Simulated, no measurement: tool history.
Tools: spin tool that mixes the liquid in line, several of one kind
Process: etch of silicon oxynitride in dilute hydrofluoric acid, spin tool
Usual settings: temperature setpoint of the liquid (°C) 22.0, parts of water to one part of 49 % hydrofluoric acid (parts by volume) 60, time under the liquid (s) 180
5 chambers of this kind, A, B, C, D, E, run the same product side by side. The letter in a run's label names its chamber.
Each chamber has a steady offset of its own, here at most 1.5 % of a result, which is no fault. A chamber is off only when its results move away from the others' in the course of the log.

run	hour	temperature setpoint of the liquid (°C)	parts of water to one part of 49 % hydrofluoric acid (parts by volume)	time under the liquid (s)	hours since the thermometer was replaced	hours since the hydrofluoric acid flow meter was replaced	read-back film thickness of the silicon oxynitride reference wafer, read on the same gauge (nm)	thickness taken off the silicon oxynitride on a monitor wafer (nm)
1C	4.1	22.0	60	180	834.8	299.1	140.00	13.457
2E	8.7	22.0	60	180	2313.3	192.4	140.02	13.498
3B	14.2	22.0	60	180	106.8	263.1	140.02	13.535
4D	19.3	22.0	60	180	1535.7	1125.7	140.00	13.348
5A	23.9	22.0	60	180	1462.3	386.2	139.98	13.562
6C	30.3	22.0	60	180	861.0	325.3	139.99	13.432
7E	33.6	22.0	60	180	2338.2	217.3	140.01	13.573
8A	38.3	22.0	60	180	1476.7	400.6	139.99	13.644
9D	44.5	22.0	60	180	1560.9	1150.9	140.02	13.516
10B	49.3	22.0	60	180	141.9	298.2	140.01	13.305
11A	53.8	22.0	60	180	1492.2	416.1	139.99	13.552
12E	58.1	22.0	60	180	2362.7	241.8	139.99	13.394
13D	64.0	22.0	60	180	1580.4	1170.4	140.02	13.305
14B	68.0	22.0	60	180	160.6	316.9	140.01	13.348
15C	73.6	22.0	60	180	904.3	368.6	140.00	13.538
16B	77.4	22.0	60	180	170.0	326.3	139.99	13.461
17C	81.1	22.0	60	180	911.8	376.1	139.99	13.284
18E	84.8	22.0	60	180	2389.4	268.5	140.00	13.412
19A	88.1	22.0	60	180	1526.5	450.4	139.99	13.513
20D	94.2	22.0	60	180	1610.6	1200.6	139.99	12.890
21A	99.2	22.0	60	180	1537.6	461.5	139.99	13.689
22E	103.2	22.0	60	180	2407.8	286.9	139.97	13.315
23D	106.7	22.0	60	180	1623.1	1213.1	140.01	12.864
24B	112.1	22.0	60	180	204.7	361.0	139.98	13.457
25C	118.0	22.0	60	180	948.7	413.0	140.01	13.393
26E	121.3	22.0	60	180	2425.9	305.0	139.99	13.617
27A	127.6	22.0	60	180	1566.0	489.9	140.03	13.727
28B	131.4	22.0	60	180	224.0	380.3	139.97	13.491
29D	135.4	22.0	60	180	1651.8	1241.8	140.02	12.355
30C	141.4	22.0	60	180	972.1	436.4	140.02	13.171
31E	144.6	25.5	60	180	2449.2	328.3	139.99	15.948
32A	150.2	25.5	60	180	1588.6	512.5	140.04	16.070
33B	156.7	25.5	60	180	249.3	405.6	139.99	15.990

Next, every chamber runs the same settings. What will each give?
34A	161.3	26.5	60	180				?
34B	161.3	26.5	60	180				?
34C	161.3	26.5	60	180				?
34D	161.3	26.5	60	180				?
34E	161.3	26.5	60	180				?

run	thickness taken off the silicon oxynitride on a monitor wafer (nm)
34A	17.057
34B	16.612
34C	16.439
34D	15.289
34E	16.714

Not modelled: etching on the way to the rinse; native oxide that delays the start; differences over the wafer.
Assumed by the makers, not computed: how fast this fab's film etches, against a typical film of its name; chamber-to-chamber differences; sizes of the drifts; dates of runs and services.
